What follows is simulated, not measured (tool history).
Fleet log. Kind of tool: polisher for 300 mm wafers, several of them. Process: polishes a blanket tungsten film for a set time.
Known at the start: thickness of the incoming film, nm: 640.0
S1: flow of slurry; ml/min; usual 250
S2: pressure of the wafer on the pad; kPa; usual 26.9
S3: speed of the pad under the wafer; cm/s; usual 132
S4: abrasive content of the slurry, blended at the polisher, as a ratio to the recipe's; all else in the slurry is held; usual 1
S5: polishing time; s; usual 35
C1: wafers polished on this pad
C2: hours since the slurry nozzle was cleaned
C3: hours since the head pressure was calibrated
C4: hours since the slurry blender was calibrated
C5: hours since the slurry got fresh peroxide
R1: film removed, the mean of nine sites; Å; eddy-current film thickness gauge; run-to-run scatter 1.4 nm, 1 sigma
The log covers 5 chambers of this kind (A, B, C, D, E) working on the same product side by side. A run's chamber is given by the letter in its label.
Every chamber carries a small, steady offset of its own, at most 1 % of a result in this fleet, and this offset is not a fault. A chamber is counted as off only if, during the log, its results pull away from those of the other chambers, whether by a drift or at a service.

run,hour,S1,S2,S3,S4,S5,C1,C2,C3,C4,C5,R1
# hour 0.8: chamber B: worn pad replaced by a new one
# hour 2.4: chamber C: slurry tank refilled with fresh slurry and peroxide
1C,8.9,250,26.9,132,1,35,734,541.6,402.9,65.4,6.5,1994.3
2A,23.6,250,26.9,132,1,35,789,593.5,281.4,387,92.5,1991.6
# hour 33.5: chamber C: worn pad replaced by a new one
3E,36.8,250,26.9,132,1,35,1392,54.7,1070.3,278,51.3,1983.5
# hour 37.1: chamber B: head pressure recalibrated
# hour 42.9: chamber E: head pressure recalibrated
# hour 44: chamber B: slurry tank refilled with fresh slurry and peroxide
4B,48.5,250,26.9,132,1,35,655,433.4,11.5,50.9,4.6,1987.5
# hour 55.2: chamber A: slurry blender recalibrated
# hour 56.9: chamber A: worn pad replaced by a new one
5D,61.2,250,26.9,132,1,35,1206,200.1,237.2,135.3,173.7,1960.5
# hour 63.3: chamber D: slurry tank refilled with fresh slurry and peroxide
# hour 66.5: chamber D: worn pad replaced by a new one
# hour 70.5: chamber A: slurry tank refilled with fresh slurry and peroxide
6C,75.8,250,26.9,132,1,35,581,608.5,469.8,132.3,73.4,1988
# hour 77: chamber E: slurry tank refilled with fresh slurry and peroxide
7B,82.5,250,26.9,132,1,35,1121,467.4,45.5,84.9,38.6,1981.2
8E,94.8,250,26.9,132,1,35,2187,112.7,52,336,17.9,1997.6
# hour 106: chamber B: worn pad replaced by a new one
9D,106.7,250,26.9,132,1,35,551,245.6,282.7,180.8,43.4,1970.5
# hour 116.3: chamber C: worn pad replaced by a new one
10A,121.1,250,26.9,132,1,35,880,691,378.9,65.9,50.6,2021.5
# hour 124: chamber B: slurry tank refilled with fresh slurry and peroxide
# hour 126.9: chamber A: worn pad replaced by a new one
11A,135.3,250,26.9,132,1,35,116,705.2,393.1,80.1,64.8,2004.3
# hour 137.4: chamber D: slurry nozzle cleaned
# hour 138.3: chamber D: slurry blender recalibrated
12B,149.2,250,26.9,132,1,35,593,534.1,112.2,151.6,25.3,1988.5
13C,160.4,250,26.9,132,1,35,605,693.1,554.4,216.9,158,1996.5
# hour 162.7: chamber E: slurry tank refilled with fresh slurry and peroxide
# hour 162.9: chamber A: slurry nozzle cleaned
# hour 166.2: chamber C: slurry blender recalibrated
# hour 167.1: chamber E: slurry blender recalibrated
14E,172.4,250,26.9,132,1,35,3251,190.3,129.6,5.4,9.8,1962.1
# hour 172.8: chamber C: slurry tank refilled with fresh slurry and peroxide
# hour 173.1: chamber D: worn pad replaced by a new one
# hour 185.6: chamber C: slurry nozzle cleaned
15D,186.8,250,26.9,132,1,35,188,49.5,362.8,48.5,123.5,1952.7
# hour 188.9: chamber B: slurry nozzle cleaned
# hour 193.4: chamber B: worn pad replaced by a new one
16E,200.4,250,26.9,132,1,35,3635,218.3,157.6,33.4,37.8,1963.6
# hour 204.5: chamber C: worn pad replaced by a new one
# hour 206.8: chamber B: slurry tank refilled with fresh slurry and peroxide
# hour 212.5: chamber A: worn pad replaced by a new one
17D,215.1,250,26.9,132,1,35,576,77.8,391.1,76.8,151.8,1961.1
18B,223.5,250,26.9,132,1,35,413,34.7,186.5,225.9,16.8,1977.2
# hour 226.6: chamber A: slurry tank refilled with fresh slurry and peroxide
# hour 235.9: chamber E: slurry tank refilled with fresh slurry and peroxide
19C,236.9,250,26.9,132,1,35,445,51.4,630.9,70.7,64.1,1963.4
20A,245.1,250,26.9,132,1,35,448,82.2,502.9,189.9,18.6,2016.1
21B,252.1,250,26.9,132,0.9,35,805,63.3,215.1,254.5,45.4,1930.5
# hour 254.3: chamber D: slurry tank refilled with fresh slurry and peroxide
22A,263.8,250,26.9,132,0.9,35,704,100.9,521.6,208.6,37.3,1944.2
# hour 273: chamber D: worn pad replaced by a new one
23D,278.5,250,26.9,132,0.9,35,75,141.2,454.5,140.2,24.2,1939.3
# hour 288: chamber C: head pressure recalibrated
24E,289.6,250,26.9,132,0.9,35,4858,307.5,246.8,122.6,53.8,1867.4
# hour 290.8: chamber C: worn pad replaced by a new one
# hour 293.5: chamber A: worn pad replaced by a new one
# hour 297.1: chamber B: slurry tank refilled with fresh slurry and peroxide
25C,298.2,250,26.9,132,0.9,35,101,112.7,10.3,132,125.4,1902.9
# hour 299.4: chamber B: worn pad replaced by a new one
26A,310.7,250,26.9,132,1,35,236,147.8,568.5,255.5,84.2,1980.5
# hour 313.8: chamber E: slurry tank refilled with fresh slurry and peroxide
27B,320.6,250,26.9,132,1,35,291,131.8,283.6,323,23.5,1979.1
# hour 323: chamber C: slurry tank refilled with fresh slurry and peroxide
28E,330.2,250,26.9,132,1,35,5415,348.1,287.4,163.2,16.4,1899.8
29C,337.4,250,26.9,132,1,35,639,151.9,49.5,171.2,14.4,1976.5
30D,349.8,250,26.9,132,1,35,1053,212.5,525.8,211.5,95.5,1951.2
31A,356.9,250,26.9,132,1,35,870,194,614.7,301.7,130.4,2020.1
# hour 357.9: chamber D: slurry blender recalibrated
# hour 366.6: chamber B: slurry tank refilled with fresh slurry and peroxide
32D,367.1,250,26.9,132,1,35,1290,229.8,543.1,9.2,112.8,1953.7
# hour 371: chamber C: worn pad replaced by a new one
33B,374.3,250,26.9,132,1,35,1028,185.5,337.3,376.7,7.7,2009.1
# hour 379.2: chamber B: worn pad replaced by a new one
34C,382,250,26.9,132,1,35,152,196.5,94.1,215.8,59,1966.7
35E,395,250,26.9,132,1,35,6304,412.9,352.2,228,81.2,1886
36B,402.8,250,26.9,132,1,35,324,214,365.8,405.2,36.2,1969.8

Read the log: is a single chamber off, either drifting away or since a service, is the gauge that measures every chamber drifting, or is nothing wrong beyond small per-chamber offsets? Name any odd chamber and what most likely caused it.

One chamber, E, drifts off from the rest bit by bit.
Most likely cause: removal rate lost through wear of the pad, % = 5.56.
The log may not separate it from: slurry flow missing at the pad, %; head's pressure below its setpoint, %.

Below are 4 candidate recipes for chamber E's next run, each the usual settings with a change, their results shown as question marks. Which of them brings E's results back in line with what the other chambers give on the usual settings?
Counts as in line when no further than this from what the other chambers average on the usual settings: R1 48 Å
37E-1,413.5,245,26.9,132,1,31,,,,,,?
37E-2,413.5,250,26.9,136,1,36,,,,,,?
37E-3,413.5,250,30.3,132,1,35,,,,,,?
37E-4,413.5,250,26.2,132,1,34,,,,,,?

On the usual settings, the other chambers give on average: R1 1981.2 Å
run,R1
37E-1,1654.7
37E-2,1984.7
37E-3,2108.8
37E-4,1772.9
37E-2 puts the chamber back in line with the other chambers.

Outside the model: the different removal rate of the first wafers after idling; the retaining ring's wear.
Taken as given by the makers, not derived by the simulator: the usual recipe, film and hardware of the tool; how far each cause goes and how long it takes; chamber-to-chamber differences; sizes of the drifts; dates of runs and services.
